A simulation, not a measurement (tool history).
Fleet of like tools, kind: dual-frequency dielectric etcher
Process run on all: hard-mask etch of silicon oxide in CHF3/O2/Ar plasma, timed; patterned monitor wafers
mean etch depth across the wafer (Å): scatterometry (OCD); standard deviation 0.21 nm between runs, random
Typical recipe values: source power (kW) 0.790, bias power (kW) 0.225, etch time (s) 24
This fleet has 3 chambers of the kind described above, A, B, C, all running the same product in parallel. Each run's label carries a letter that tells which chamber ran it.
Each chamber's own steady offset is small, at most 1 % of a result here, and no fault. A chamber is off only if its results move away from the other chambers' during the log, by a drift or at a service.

run   hour  source power (kW)  bias power (kW)  etch time (s)  hours since the last wet clean  hours since the last source power generator calibration  hours since the last bias power generator calibration  read-back reference wafer on the same gauge, depth_nm  mean etch depth across the wafer (Å)
 1A    5.0              0.790            0.225             24                           384.8                                                   1913.5                                                 1777.7                                                 56.813                                563.52
 2C    8.2              0.790            0.225             24                           231.2                                                    662.7                                                 2340.1                                                 56.800                                567.38
 3B   12.9              0.790            0.225             24                            44.5                                                   1396.5                                                   22.6                                                 56.752                                568.20
 4B   17.9              0.790            0.225             24                            49.5                                                   1401.5                                                   27.6                                                 56.807                                567.39
 5A   21.8              0.730            0.225             24                           401.6                                                   1930.3                                                 1794.5                                                 56.812                                547.58
 6C   25.3              0.730            0.225             24                           248.3                                                    679.8                                                 2357.2                                                 56.852                                555.07
 7C   31.4              0.730            0.225             24                           254.4                                                    685.9                                                 2363.3                                                 56.729                                552.79
 8B   34.7              0.790            0.225             24                            66.3                                                   1418.3                                                   44.4                                                 56.831                                564.78
 9A   41.5              0.790            0.225             24                           421.3                                                   1950.0                                                 1814.2                                                 56.805                                568.37
10A   44.8              0.790            0.225             24                           424.6                                                   1953.3                                                 1817.5                                                 56.770                                563.83
11B   50.7              0.790            0.225             24                            82.3                                                   1434.3                                                   60.4                                                 56.824                                568.70
12C   55.2              0.790            0.225             24                           278.2                                                    709.7                                                 2387.1                                                 56.746                                571.78
13C   60.9              0.790            0.242             24                           283.9                                                    715.4                                                 2392.8                                                 56.815                                584.47
14B   66.9              0.790            0.242             24                            98.5                                                   1450.5                                                   76.6                                                 56.830                                583.62
      68.1  -- chamber C: bias power generator calibrated
15A   70.0              0.790            0.242             24                           449.8                                                   1978.5                                                 1842.7                                                 56.809                                579.32
16C   75.3              0.790            0.225             24                           298.3                                                    729.8                                                    7.3                                                 56.863                                574.90
17B   81.7              0.790            0.225             24                           113.3                                                   1465.3                                                   91.4                                                 56.843                                568.25
      86.1  -- chamber A: wet clean of the chamber
18A   86.1              0.790            0.174             22                             0.0                                                   1994.6                                                 1858.8                                                 56.824                                493.65
19B   90.9              0.790            0.174             22                           122.5                                                   1474.5                                                  100.6                                                 56.844                                480.09
20A   96.7              0.790            0.174             22                            10.6                                                   2005.2                                                 1869.4                                                 56.800                                493.79
21C  102.9              0.790            0.225             24                           325.9                                                    757.4                                                   34.9                                                 56.790                                571.69
22B  109.6              0.670            0.225             24                           141.2                                                   1493.2                                                  119.3                                                 56.774                                535.40
23A  115.6              0.670            0.225             24                            29.5                                                   2024.1                                                 1888.3                                                 56.803                                554.06
24C  121.5              0.670            0.225             24                           344.5                                                    776.0                                                   53.5                                                 56.850                                536.71
25A  125.9              0.790            0.225             24                            39.8                                                   2034.4                                                 1898.6                                                 56.821                                585.71
26C  130.2              0.790            0.225             24                           353.2                                                    784.7                                                   62.2                                                 56.789                                569.16
27B  134.5              0.790            0.225             24                           166.1                                                   1518.1                                                  144.2                                                 56.786                                569.25
28A  138.9              0.790            0.225             24                            52.8                                                   2047.4                                                 1911.6                                                 56.861                                584.28
29C  142.6              0.790            0.208             29                           365.6                                                    797.1                                                   74.6                                                 56.837                                669.31
     147.3  -- chamber C: wet clean of the chamber
30B  148.6              0.790            0.208             29                           180.2                                                   1532.2                                                  158.3                                                 56.827                                671.79
31A  153.7              0.790            0.208             29                            67.6                                                   2062.2                                                 1926.4                                                 56.788                                694.48
32C  158.3              0.790            0.225             24                            11.0                                                    812.8                                                   90.3                                                 56.827                                565.65
33B  165.0              0.790            0.225             24                           196.6                                                   1548.6                                                  174.7                                                 56.807                                571.86
34C  168.4              0.790            0.225             24                            21.1                                                    822.9                                                  100.4                                                 56.770                                567.08
35A  172.9              0.790            0.225             24                            86.8                                                   2081.4                                                 1945.6                                                 56.789                                585.47
36B  177.5              0.790            0.225             24                           209.1                                                   1561.1                                                  187.2                                                 56.836                                568.67
37A  184.2              0.790            0.225             24                            98.1                                                   2092.7                                                 1956.9                                                 56.785                                586.41
38B  188.7              0.790            0.225             24                           220.3                                                   1572.3                                                  198.4                                                 56.780                                571.79
39C  191.9              0.790            0.225             24                            44.6                                                    846.4                                                  123.9                                                 56.727                                571.15
40A  195.3              0.790            0.225             24                           109.2                                                   2103.8                                                 1968.0                                                 56.757                                589.22
41C  202.1              0.790            0.225             24                            54.8                                                    856.6                                                  134.1                                                 56.817                                570.03

All 3 chambers run these settings next. Forecast each chamber's results:
42A  206.9              0.790            0.225             29                                                                                                                                                                                                                                            ?
42B  206.9              0.790            0.225             29                                                                                                                                                                                                                                            ?
42C  206.9              0.790            0.225             29                                                                                                                                                                                                                                            ?

run  mean etch depth across the wafer (Å)
42A                                711.44
42B                                685.62
42C                                684.34

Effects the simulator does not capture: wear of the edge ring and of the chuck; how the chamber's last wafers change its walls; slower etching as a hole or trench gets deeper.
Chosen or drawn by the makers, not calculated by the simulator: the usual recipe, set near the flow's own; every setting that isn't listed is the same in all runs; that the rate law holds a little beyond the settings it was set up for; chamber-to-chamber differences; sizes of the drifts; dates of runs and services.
